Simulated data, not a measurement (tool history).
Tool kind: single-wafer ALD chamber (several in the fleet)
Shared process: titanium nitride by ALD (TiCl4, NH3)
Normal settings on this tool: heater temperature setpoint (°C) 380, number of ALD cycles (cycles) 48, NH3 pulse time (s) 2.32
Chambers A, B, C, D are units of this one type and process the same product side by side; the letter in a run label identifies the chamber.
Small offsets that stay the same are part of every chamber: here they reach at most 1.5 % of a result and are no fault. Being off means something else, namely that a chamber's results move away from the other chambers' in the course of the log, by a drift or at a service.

run	hour	heater temperature setpoint (°C)	number of ALD cycles (cycles)	NH3 pulse time (s)	read-back reference wafer on the same gauge, thickness_nm	mean film thickness on the monitor wafer (nm)
1C	5.6	380	48	2.32	0.98007	1.0321
2A	12	380	48	2.32	0.98091	1.06
3D	15.9	380	48	2.32	0.98079	1.0528
4B	20.3	380	48	2.32	0.98062	1.0593
5A	25.9	380	48	2.32	0.98081	1.0564
6B	28.8	380	43	2.32	0.98117	0.95084
7C	34	380	43	2.32	0.98117	0.92618
8D	40.2	380	43	2.32	0.98133	0.94054
9D	44.5	380	43	2.32	0.98158	0.94173
10A	49.1	380	48	2.32	0.98168	1.0588
11B	54.5	380	48	2.32	0.9817	1.0603
12C	59.6	380	48	2.32	0.98161	1.0372
13B	62.8	380	53	2.95	0.98215	1.1866
14C	68.9	380	53	2.95	0.98217	1.1569
15D	72.6	380	53	2.95	0.98243	1.1739
16A	77.3	380	53	2.95	0.98275	1.1828
17B	82.3	380	48	2.32	0.98317	1.0608
18D	87.4	380	48	2.32	0.98273	1.0518
19C	91.4	380	48	2.32	0.98308	1.0336
# hour 94.9: chamber A: thermocouple changed; heater temperature recalibrated
20A	95.4	380	48	2.32	0.98327	1.0619
21B	101	380	55	1.63	0.98362	1.1967
22A	104	380	55	1.63	0.98357	1.1921
23D	107.7	380	55	1.63	0.98343	1.1835
24C	110.8	380	55	1.63	0.98364	1.1635
25C	116.5	380	48	2.32	0.98392	1.0405
26A	122.4	388	48	2.32	0.98481	1.067
27D	127.4	388	48	2.32	0.98456	1.0586
28B	130.5	388	48	2.32	0.98431	1.0711
29C	136.2	388	48	2.32	0.9849	1.0463
30B	141.9	380	48	2.32	0.98474	1.0641
31A	145.6	380	48	2.32	0.98524	1.0614
32D	150.8	380	48	2.32	0.98506	1.0566
33D	155.1	384	51	2.32	0.98508	1.1257
34C	159.1	384	51	2.32	0.98562	1.1068
35A	163	384	51	2.32	0.98528	1.1352
36B	167.1	384	51	2.32	0.98561	1.1357

For the next run the whole fleet of 4 chambers uses the same settings. Give each chamber's results:
37A	171.9	380	48	2.32		?
37B	171.9	380	48	2.32		?
37C	171.9	380	48	2.32		?
37D	171.9	380	48	2.32		?

run	mean film thickness on the monitor wafer (nm)
37A	1.0632
37B	1.0638
37C	1.0381
37D	1.0579

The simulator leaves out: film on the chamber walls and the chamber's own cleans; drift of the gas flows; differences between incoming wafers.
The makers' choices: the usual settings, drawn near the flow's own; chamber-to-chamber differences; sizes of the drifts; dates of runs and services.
